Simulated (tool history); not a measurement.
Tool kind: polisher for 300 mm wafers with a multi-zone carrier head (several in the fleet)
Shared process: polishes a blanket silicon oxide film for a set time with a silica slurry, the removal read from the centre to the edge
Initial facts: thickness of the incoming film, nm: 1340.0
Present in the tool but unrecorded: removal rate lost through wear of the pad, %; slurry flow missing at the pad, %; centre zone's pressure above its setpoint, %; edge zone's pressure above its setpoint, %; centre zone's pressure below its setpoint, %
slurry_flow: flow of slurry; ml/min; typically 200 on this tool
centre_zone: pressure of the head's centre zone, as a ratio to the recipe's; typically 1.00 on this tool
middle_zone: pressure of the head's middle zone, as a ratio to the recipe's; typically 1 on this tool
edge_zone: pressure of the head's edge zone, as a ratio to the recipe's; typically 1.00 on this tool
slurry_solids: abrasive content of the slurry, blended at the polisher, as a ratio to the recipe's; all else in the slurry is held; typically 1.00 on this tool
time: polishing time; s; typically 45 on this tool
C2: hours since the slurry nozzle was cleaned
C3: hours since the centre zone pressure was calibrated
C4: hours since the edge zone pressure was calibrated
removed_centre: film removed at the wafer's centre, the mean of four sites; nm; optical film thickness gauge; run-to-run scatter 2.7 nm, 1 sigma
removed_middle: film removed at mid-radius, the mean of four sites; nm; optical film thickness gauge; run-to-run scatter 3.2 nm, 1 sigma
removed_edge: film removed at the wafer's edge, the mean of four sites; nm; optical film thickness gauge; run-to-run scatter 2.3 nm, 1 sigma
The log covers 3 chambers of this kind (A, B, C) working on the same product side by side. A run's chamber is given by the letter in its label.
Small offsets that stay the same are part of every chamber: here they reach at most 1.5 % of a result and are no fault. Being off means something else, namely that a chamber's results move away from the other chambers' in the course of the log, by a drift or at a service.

-- hour=3.2 chamber B: worn pad replaced by a new one
run 1B hour=5.3 | slurry_flow=200 centre_zone=1.00 middle_zone=1 edge_zone=1.00 slurry_solids=1.00 time=45 | wafers_polished_on_this_pad=21 C2=426.7 C3=813.1 C4=997.7 | removed_centre=213.67 removed_middle=213.20 removed_edge=209.61
run 2C hour=16.7 | slurry_flow=200 centre_zone=1.00 middle_zone=1 edge_zone=1.00 slurry_solids=1.00 time=45 | wafers_polished_on_this_pad=248 C2=382.9 C3=1462.2 C4=1114.8 | removed_centre=214.77 removed_middle=208.70 removed_edge=210.24
run 3A hour=23.6 | slurry_flow=200 centre_zone=1.00 middle_zone=1 edge_zone=1.00 slurry_solids=1.00 time=45 | wafers_polished_on_this_pad=1102 C2=159.6 C3=610.9 C4=835.2 | removed_centre=213.60 removed_middle=212.16 removed_edge=217.51
run 4C hour=33.5 | slurry_flow=200 centre_zone=1.00 middle_zone=1 edge_zone=1.00 slurry_solids=1.00 time=45 | wafers_polished_on_this_pad=418 C2=399.7 C3=1479.0 C4=1131.6 | removed_centre=210.78 removed_middle=208.98 removed_edge=212.65
run 5B hour=38.7 | slurry_flow=200 centre_zone=1.00 middle_zone=1 edge_zone=1.00 slurry_solids=1.00 time=45 | wafers_polished_on_this_pad=360 C2=460.1 C3=846.5 C4=1031.1 | removed_centre=214.72 removed_middle=212.52 removed_edge=211.37
run 6A hour=44.1 | slurry_flow=200 centre_zone=1.00 middle_zone=1 edge_zone=1.00 slurry_solids=1.00 time=45 | wafers_polished_on_this_pad=1310 C2=180.1 C3=631.4 C4=855.7 | removed_centre=212.49 removed_middle=214.87 removed_edge=218.56
-- hour=45.2 chamber C: worn pad replaced by a new one
-- hour=45.4 chamber A: edge zone pressure recalibrated
-- hour=47.5 chamber A: worn pad replaced by a new one
run 7C hour=50.2 | slurry_flow=200 centre_zone=1.00 middle_zone=1 edge_zone=1.00 slurry_solids=1.00 time=45 | wafers_polished_on_this_pad=50 C2=416.4 C3=1495.7 C4=1148.3 | removed_centre=212.84 removed_middle=208.71 removed_edge=212.37
run 8A hour=61.8 | slurry_flow=200 centre_zone=1.00 middle_zone=1 edge_zone=1.00 slurry_solids=1.00 time=45 | wafers_polished_on_this_pad=144 C2=197.8 C3=649.1 C4=16.5 | removed_centre=218.40 removed_middle=219.35 removed_edge=212.54
-- hour=63.8 chamber B: worn pad replaced by a new one
run 9B hour=67.8 | slurry_flow=200 centre_zone=1.00 middle_zone=1 edge_zone=1.00 slurry_solids=1.00 time=45 | wafers_polished_on_this_pad=41 C2=489.2 C3=875.6 C4=1060.2 | removed_centre=215.32 removed_middle=210.97 removed_edge=207.80
run 10C hour=75.0 | slurry_flow=200 centre_zone=1.00 middle_zone=1 edge_zone=1.00 slurry_solids=1.00 time=45 | wafers_polished_on_this_pad=302 C2=441.2 C3=1520.5 C4=1173.1 | removed_centre=217.06 removed_middle=209.82 removed_edge=215.52
run 11B hour=80.4 | slurry_flow=200 centre_zone=1.00 middle_zone=1 edge_zone=1.00 slurry_solids=1.00 time=45 | wafers_polished_on_this_pad=168 C2=501.8 C3=888.2 C4=1072.8 | removed_centre=210.09 removed_middle=212.76 removed_edge=214.15
run 12A hour=91.8 | slurry_flow=200 centre_zone=1.00 middle_zone=1 edge_zone=1.00 slurry_solids=1.00 time=45 | wafers_polished_on_this_pad=448 C2=227.8 C3=679.1 C4=46.5 | removed_centre=214.85 removed_middle=216.53 removed_edge=212.92
-- hour=95.1 chamber B: slurry nozzle cleaned
-- hour=97.9 chamber C: worn pad replaced by a new one
run 13A hour=99.7 | slurry_flow=200 centre_zone=1.00 middle_zone=1 edge_zone=1.05 slurry_solids=1.15 time=45 | wafers_polished_on_this_pad=528 C2=235.7 C3=687.0 C4=54.4 | removed_centre=229.71 removed_middle=226.97 removed_edge=235.88
run 14C hour=107.7 | slurry_flow=200 centre_zone=1.00 middle_zone=1 edge_zone=1.05 slurry_solids=1.15 time=45 | wafers_polished_on_this_pad=99 C2=473.9 C3=1553.2 C4=1205.8 | removed_centre=228.78 removed_middle=217.56 removed_edge=226.23
run 15B hour=118.5 | slurry_flow=200 centre_zone=1.00 middle_zone=1 edge_zone=1.05 slurry_solids=1.15 time=45 | wafers_polished_on_this_pad=554 C2=23.4 C3=926.3 C4=1110.9 | removed_centre=225.50 removed_middle=225.77 removed_edge=226.77
-- hour=124.3 chamber B: worn pad replaced by a new one
-- hour=125.4 chamber A: slurry nozzle cleaned
run 16A hour=128.3 | slurry_flow=200 centre_zone=1.00 middle_zone=1 edge_zone=1.00 slurry_solids=1.00 time=45 | wafers_polished_on_this_pad=818 C2=2.9 C3=715.6 C4=83.0 | removed_centre=209.13 removed_middle=216.58 removed_edge=214.16
run 17B hour=139.6 | slurry_flow=200 centre_zone=1.00 middle_zone=1 edge_zone=1.00 slurry_solids=1.00 time=45 | wafers_polished_on_this_pad=155 C2=44.5 C3=947.4 C4=1132.0 | removed_centre=215.80 removed_middle=219.94 removed_edge=211.65
-- hour=143.1 chamber C: worn pad replaced by a new one
-- hour=143.2 chamber C: centre zone pressure recalibrated
run 18C hour=144.8 | slurry_flow=200 centre_zone=1.11 middle_zone=1 edge_zone=1.00 slurry_solids=1.25 time=45 | wafers_polished_on_this_pad=17 C2=511.0 C3=1.7 C4=1242.9 | removed_centre=237.84 removed_middle=232.88 removed_edge=229.57
run 19C hour=155.1 | slurry_flow=200 centre_zone=1.11 middle_zone=1 edge_zone=1.00 slurry_solids=1.25 time=45 | wafers_polished_on_this_pad=122 C2=521.3 C3=12.0 C4=1253.2 | removed_centre=240.68 removed_middle=231.77 removed_edge=234.70
run 20A hour=165.6 | slurry_flow=200 centre_zone=1.11 middle_zone=1 edge_zone=1.00 slurry_solids=1.25 time=45 | wafers_polished_on_this_pad=1196 C2=40.2 C3=752.9 C4=120.3 | removed_centre=261.30 removed_middle=233.14 removed_edge=238.94
run 21B hour=172.3 | slurry_flow=200 centre_zone=1.00 middle_zone=1 edge_zone=1.00 slurry_solids=1.00 time=45 | wafers_polished_on_this_pad=486 C2=77.2 C3=980.1 C4=1164.7 | removed_centre=217.14 removed_middle=210.41 removed_edge=214.08
run 22A hour=182.6 | slurry_flow=200 centre_zone=1.00 middle_zone=1 edge_zone=1.00 slurry_solids=1.00 time=45 | wafers_polished_on_this_pad=1368 C2=57.2 C3=769.9 C4=137.3 | removed_centre=209.56 removed_middle=212.68 removed_edge=212.80
-- hour=185.4 chamber A: worn pad replaced by a new one
-- hour=186.4 chamber B: worn pad replaced by a new one
run 23B hour=189.6 | slurry_flow=200 centre_zone=1.00 middle_zone=1 edge_zone=1.00 slurry_solids=1.00 time=45 | wafers_polished_on_this_pad=33 C2=94.5 C3=997.4 C4=1182.0 | removed_centre=208.22 removed_middle=210.40 removed_edge=214.35
-- hour=190.5 chamber B: centre zone pressure recalibrated
-- hour=195.1 chamber C: worn pad replaced by a new one
run 24C hour=196.7 | slurry_flow=200 centre_zone=1.00 middle_zone=1 edge_zone=1.00 slurry_solids=1.00 time=45 | wafers_polished_on_this_pad=16 C2=562.9 C3=53.6 C4=1294.8 | removed_centre=196.00 removed_middle=207.04 removed_edge=212.78
run 25A hour=205.6 | slurry_flow=200 centre_zone=1.00 middle_zone=1 edge_zone=1.00 slurry_solids=1.00 time=45 | wafers_polished_on_this_pad=204 C2=80.2 C3=792.9 C4=160.3 | removed_centre=213.81 removed_middle=218.08 removed_edge=216.46
run 26B hour=213.2 | slurry_flow=200 centre_zone=1.00 middle_zone=1 edge_zone=1.00 slurry_solids=1.00 time=45 | wafers_polished_on_this_pad=272 C2=118.1 C3=22.8 C4=1205.6 | removed_centre=210.36 removed_middle=211.18 removed_edge=211.60
run 27C hour=221.4 | slurry_flow=200 centre_zone=1.00 middle_zone=1 edge_zone=1.00 slurry_solids=1.00 time=45 | wafers_polished_on_this_pad=266 C2=587.6 C3=78.3 C4=1319.5 | removed_centre=194.81 removed_middle=210.97 removed_edge=211.56

What goes on in this fleet: one chamber off, a drifting gauge, or nothing beyond the chambers' own small offsets? Name the chamber and the cause, if any.

The work done on chamber C during a service left it standing apart from the others.
Likeliest cause: centre zone's pressure below its setpoint, % = 8.62.

Below are 4 candidate recipes for chamber C's next run, each the usual settings with a change, their results shown as question marks. Which of them brings C's results back in line with what the other chambers give on the usual settings?
Counts as in line when no further than this from what the other chambers average on the usual settings: removed_centre 9.40 nm; removed_middle 11.00 nm; removed_edge 8.00 nm
run 28C-1 hour=229.8 | slurry_flow=205 centre_zone=1.06 middle_zone=0.99 edge_zone=0.98 slurry_solids=1.00 time=46 | removed_centre=? removed_middle=? removed_edge=?
run 28C-2 hour=229.8 | slurry_flow=190 centre_zone=0.88 middle_zone=1.02 edge_zone=1.04 slurry_solids=1.00 time=44 | removed_centre=? removed_middle=? removed_edge=?
run 28C-3 hour=229.8 | slurry_flow=195 centre_zone=0.94 middle_zone=1.01 edge_zone=1.02 slurry_solids=1.00 time=44 | removed_centre=? removed_middle=? removed_edge=?
run 28C-4 hour=229.8 | slurry_flow=210 centre_zone=1.12 middle_zone=0.98 edge_zone=0.96 slurry_solids=1.00 time=46 | removed_centre=? removed_middle=? removed_edge=?

What the other chambers average on the usual settings: removed_centre 211.52 nm; removed_middle 213.05 nm; removed_edge 212.58 nm
run=28C-1 removed_centre=212.31 removed_middle=211.83 removed_edge=214.00
run=28C-2 removed_centre=163.71 removed_middle=206.17 removed_edge=209.28
run=28C-3 removed_centre=176.77 removed_middle=205.03 removed_edge=207.79
run=28C-4 removed_centre=226.16 removed_middle=210.49 removed_edge=212.32
28C-1 is the one that brings the chamber's results back in line with the other chambers.
